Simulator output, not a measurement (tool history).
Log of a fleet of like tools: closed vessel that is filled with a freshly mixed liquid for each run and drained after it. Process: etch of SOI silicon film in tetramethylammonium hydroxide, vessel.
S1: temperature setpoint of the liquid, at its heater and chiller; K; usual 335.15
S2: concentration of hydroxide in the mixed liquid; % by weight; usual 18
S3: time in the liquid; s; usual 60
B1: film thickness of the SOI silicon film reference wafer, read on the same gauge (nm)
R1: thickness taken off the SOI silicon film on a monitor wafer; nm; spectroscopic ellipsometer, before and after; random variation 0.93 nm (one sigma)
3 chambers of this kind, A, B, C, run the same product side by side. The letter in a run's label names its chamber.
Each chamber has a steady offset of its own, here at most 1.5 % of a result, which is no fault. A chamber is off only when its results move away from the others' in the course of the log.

run 1C day=0.538 | S1=335.15 S2=18 S3=60 | B1=69.997 | R1=202.04
run 2B day=1.042 | S1=335.15 S2=18 S3=60 | B1=69.983 | R1=204.44
run 3A day=1.367 | S1=335.15 S2=18 S3=60 | B1=70.012 | R1=204.25
run 4A day=1.783 | S1=335.15 S2=18 S3=60 | B1=70.004 | R1=204.08
run 5C day=2.058 | S1=335.15 S2=18 S3=60 | B1=69.992 | R1=203.03
run 6B day=2.504 | S1=335.15 S2=18 S3=60 | B1=69.981 | R1=202.32
run 7C day=2.808 | S1=335.15 S2=14.5 S3=60 | B1=70.016 | R1=220.56
run 8B day=3.1 | S1=335.15 S2=14.5 S3=60 | B1=70.015 | R1=222.76
run 9A day=3.442 | S1=335.15 S2=14.5 S3=60 | B1=70.006 | R1=223.38
run 10B day=3.683 | S1=335.15 S2=18 S3=60 | B1=70.014 | R1=202.64
run 11A day=4.112 | S1=335.15 S2=18 S3=60 | B1=70 | R1=204.22
run 12C day=4.583 | S1=335.15 S2=18 S3=60 | B1=69.98 | R1=202.41
run 13C day=5.021 | S1=335.15 S2=18 S3=60 | B1=69.992 | R1=202.91
run 14B day=5.375 | S1=335.15 S2=18 S3=60 | B1=69.996 | R1=202.41
run 15A day=5.675 | S1=335.15 S2=18 S3=60 | B1=69.999 | R1=203.21
run 16A day=6.038 | S1=335.15 S2=18 S3=60 | B1=70.01 | R1=204.57
run 17B day=6.304 | S1=335.15 S2=18 S3=60 | B1=70.006 | R1=202.37
run 18C day=6.842 | S1=335.15 S2=18 S3=60 | B1=69.991 | R1=202.65
run 19B day=7.092 | S1=335.15 S2=18 S3=60 | B1=70.021 | R1=200.93
run 20A day=7.579 | S1=335.15 S2=18 S3=60 | B1=69.98 | R1=202.57
run 21C day=7.821 | S1=335.15 S2=18 S3=60 | B1=69.974 | R1=202.09
run 22A day=8.346 | S1=335.15 S2=18 S3=60 | B1=69.985 | R1=203.95
run 23B day=8.792 | S1=335.15 S2=18 S3=60 | B1=69.996 | R1=203.76
run 24C day=9.133 | S1=335.15 S2=18 S3=60 | B1=69.973 | R1=204.97
run 25C day=9.633 | S1=338.15 S2=18 S3=60 | B1=69.995 | R1=244.99
run 26B day=10.017 | S1=338.15 S2=18 S3=60 | B1=70.008 | R1=244.51
run 27A day=10.442 | S1=338.15 S2=18 S3=60 | B1=69.998 | R1=242.75
run 28C day=10.758 | S1=335.15 S2=18 S3=60 | B1=70.007 | R1=202.83
run 29A day=11.104 | S1=335.15 S2=18 S3=60 | B1=69.997 | R1=205.75
run 30B day=11.392 | S1=335.15 S2=18 S3=60 | B1=69.96 | R1=202.96
run 31C day=11.742 | S1=335.15 S2=18 S3=60 | B1=70.019 | R1=202.83
run 32A day=12.212 | S1=335.15 S2=18 S3=60 | B1=69.999 | R1=203.79
run 33B day=12.492 | S1=335.15 S2=18 S3=60 | B1=70.024 | R1=203.2
run 34A day=12.758 | S1=335.15 S2=18 S3=60 | B1=70.006 | R1=203.99
run 35C day=13.296 | S1=335.15 S2=18 S3=60 | B1=69.989 | R1=202.82

Is one chamber off against the others, does the gauge drift, or is nothing wrong? If a chamber is off, say which, and what the likeliest cause is.

No chamber stands off beyond its own small offset, and the gauge holds steady.
